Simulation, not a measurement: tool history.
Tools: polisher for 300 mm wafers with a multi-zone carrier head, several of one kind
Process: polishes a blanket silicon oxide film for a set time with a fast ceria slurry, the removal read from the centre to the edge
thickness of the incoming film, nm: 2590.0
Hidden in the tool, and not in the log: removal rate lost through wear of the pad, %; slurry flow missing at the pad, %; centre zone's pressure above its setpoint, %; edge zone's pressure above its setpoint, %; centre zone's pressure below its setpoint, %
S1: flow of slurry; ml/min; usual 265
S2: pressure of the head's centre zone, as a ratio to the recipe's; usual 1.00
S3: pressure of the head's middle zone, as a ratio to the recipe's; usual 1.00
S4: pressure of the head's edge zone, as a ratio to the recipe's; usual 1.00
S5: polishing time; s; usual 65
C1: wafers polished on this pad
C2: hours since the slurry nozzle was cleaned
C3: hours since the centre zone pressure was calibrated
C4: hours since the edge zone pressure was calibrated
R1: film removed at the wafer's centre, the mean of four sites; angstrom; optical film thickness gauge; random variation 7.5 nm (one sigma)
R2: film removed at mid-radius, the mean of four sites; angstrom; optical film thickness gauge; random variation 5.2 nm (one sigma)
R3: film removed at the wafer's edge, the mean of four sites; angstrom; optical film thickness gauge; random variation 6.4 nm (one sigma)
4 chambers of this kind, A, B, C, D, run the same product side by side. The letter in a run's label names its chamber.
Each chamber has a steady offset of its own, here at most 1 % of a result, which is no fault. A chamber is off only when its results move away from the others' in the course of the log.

run   hour   S1    S2    S3    S4  S5   C1     C2     C3     C4      R1      R2      R3
 1D    3.6  265  1.00  1.00  1.00  65  618  231.3  229.3   67.3  7965.1  8085.9  8081.9
 2B    7.0  265  1.00  1.00  1.00  65  380  375.2  438.3  106.3  8123.2  7958.3  8238.2
 3A   11.6  265  1.00  1.00  1.00  65  822  103.6   13.7   46.0  7834.0  8075.0  8174.8
      11.9  -- chamber C: worn pad replaced by a new one
      12.1  -- chamber B: worn pad replaced by a new one
 4C   15.7  265  1.00  1.00  1.00  65   47  153.1  543.1  103.4  8000.0  8115.3  8046.9
      16.9  -- chamber A: worn pad replaced by a new one
 5B   18.8  265  1.00  1.00  1.00  65   84  387.0  450.1  118.1  8153.2  8002.2  8046.6
 6D   23.0  265  1.00  1.10  1.00  54  859  250.7  248.7   86.7  6715.2  7378.9  6691.1
 7C   27.6  265  1.00  1.10  1.00  54  195  165.0  555.0  115.3  6685.4  7400.8  6707.7
 8A   32.4  265  1.00  1.10  1.00  54  193  124.4   34.5   66.8  6622.8  7381.4  6783.9
      34.3  -- chamber D: worn pad replaced by a new one
 9D   39.0  265  1.00  1.10  1.00  54   58  266.7  264.7  102.7  6748.2  7372.7  6723.8
10B   43.8  265  1.00  1.00  1.00  65  394  412.0  475.1  143.1  8019.4  8084.7  8074.0
      47.2  -- chamber B: worn pad replaced by a new one
11A   48.5  265  0.92  1.00  0.91  65  393  140.5   50.6   82.9  7223.6  8129.4  7781.2
12C   53.0  265  0.92  1.00  0.91  65  510  190.4  580.4  140.7  7319.0  8031.6  7701.0
13B   57.6  265  0.92  1.00  0.91  65  129  425.8  488.9  156.9  7363.1  8036.9  7738.7
14A   63.5  265  0.92  1.00  0.91  65  579  155.5   65.6   97.9  7250.6  8113.8  7717.3
15C   69.8  265  1.00  1.00  1.00  65  719  207.2  597.2  157.5  7979.8  8121.2  7999.1
16D   75.4  265  1.00  1.00  1.00  65  510  303.1  301.1  139.1  8075.8  8114.2  8092.0
17D   79.4  265  1.00  1.10  1.00  65  559  307.1  305.1  143.1  8025.4  8810.0  8099.1
      79.9  -- chamber A: worn pad replaced by a new one
18A   82.9  265  1.00  1.10  1.00  65   38  174.9   85.0  117.3  8048.6  8903.3  8087.5
      86.3  -- chamber B: worn pad replaced by a new one
19C   89.5  265  1.00  1.10  1.00  65  963  226.9  616.9  177.2  7996.7  8882.9  8130.7
20B   95.4  265  1.00  1.10  1.00  65  113  463.6  526.7  194.7  7876.7  8788.0  8100.9
      99.4  -- chamber D: worn pad replaced by a new one
      99.6  -- chamber C: worn pad replaced by a new one
21B  102.0  265  1.00  1.00  1.00  65  195  470.2  533.3  201.3  7927.0  8011.6  8109.0
22C  106.5  265  1.00  1.00  1.00  65   86  243.9  633.9  194.2  7964.5  7999.4  7921.3
23A  110.9  205  1.00  0.91  1.00  65  386  202.9  113.0  145.3  7691.6  7206.5  8075.4
24D  115.7  205  1.00  0.91  1.00  65  203  343.4  341.4  179.4  7835.8  7301.1  7927.1
25B  120.8  205  1.00  0.91  1.00  65  428  489.0  552.1  220.1  7532.7  7140.0  7753.7
     125.8  -- chamber B: worn pad replaced by a new one
26D  126.0  205  1.00  0.91  1.00  65  330  353.7  351.7  189.7  7634.7  7247.0  7877.9
27C  132.2  265  1.00  0.91  1.00  49  405  269.6  659.6  219.9  5957.0  5658.3  6145.6
28A  138.9  265  1.00  0.91  1.00  49  733  230.9  141.0  173.3  6028.7  5594.6  6182.4
29B  144.7  265  1.00  0.91  1.00  49  235  512.9  576.0  244.0  5814.5  5548.0  6153.7
30A  148.6  265  1.00  0.91  1.00  49  853  240.6  150.7  183.0  6000.8  5500.0  6105.1
31D  152.7  265  1.00  1.00  1.09  65  662  380.4  378.4  216.4  8025.3  8115.9  8423.4
32C  156.6  265  1.00  1.00  1.09  65  708  294.0  684.0  244.3  7975.1  7980.4  8527.8
     161.4  -- chamber A: worn pad replaced by a new one
     162.3  -- chamber B: slurry nozzle cleaned
33A  163.2  265  1.00  1.00  1.09  65   23  255.2  165.3  197.6  8104.4  8085.0  8678.3
     163.3  -- chamber B: worn pad replaced by a new one
34D  166.9  265  1.00  1.00  1.09  65  838  394.6  392.6  230.6  8185.1  8104.7  8576.7
35B  170.1  265  1.00  1.00  1.00  65   85    7.9  601.4  269.4  7611.6  8103.0  8105.8
36C  173.3  265  1.00  1.00  1.00  65  915  310.7  700.7  261.0  7872.0  8213.2  8048.0
37A  177.4  265  1.00  1.00  1.00  65  199  269.4  179.5  211.8  8031.4  8069.3  8149.5
38B  180.9  265  1.00  1.00  1.00  65  219   18.7  612.2  280.2  7507.9  8081.3  8012.0
     184.6  -- chamber C: worn pad replaced by a new one
39C  186.1  265  1.00  1.00  1.10  65   19  323.5  713.5  273.8  8041.3  8137.5  8465.3

Is one chamber off against the others, does the gauge drift, or is nothing wrong? If a chamber is off, say which, and what the likeliest cause is.

Chamber B drifts away from the others.
Cause: centre zone's pressure below its setpoint, % = 7.71.

Here are 4 candidates for chamber B's next run, each the usual settings with a change, their results left as question marks. Which one brings its results back in line with what the others give on the usual settings?
In line means no further than this from the other chambers' mean on the usual settings: R1 260.0 angstrom; R2 180.0 angstrom; R3 230.0 angstrom
40B-1  190.9  265  0.99  1.00  1.01  65                   ?   ?   ?
40B-2  190.9  270  1.06  0.99  0.98  66                   ?   ?   ?
40B-3  190.9  260  0.94  1.00  1.02  65                   ?   ?   ?
40B-4  190.9  265  1.01  1.00  0.99  65                   ?   ?   ?

The other chambers' mean on the usual settings: R1 8021.4 angstrom; R2 8094.3 angstrom; R3 8101.2 angstrom
  run      R1      R2      R3
40B-1  7367.9  8047.2  8188.4
40B-2  8074.8  8109.6  8200.0
40B-3  6946.3  8031.9  8217.1
40B-4  7529.9  8046.6  8104.1
40B-2 brings the chamber back in line.
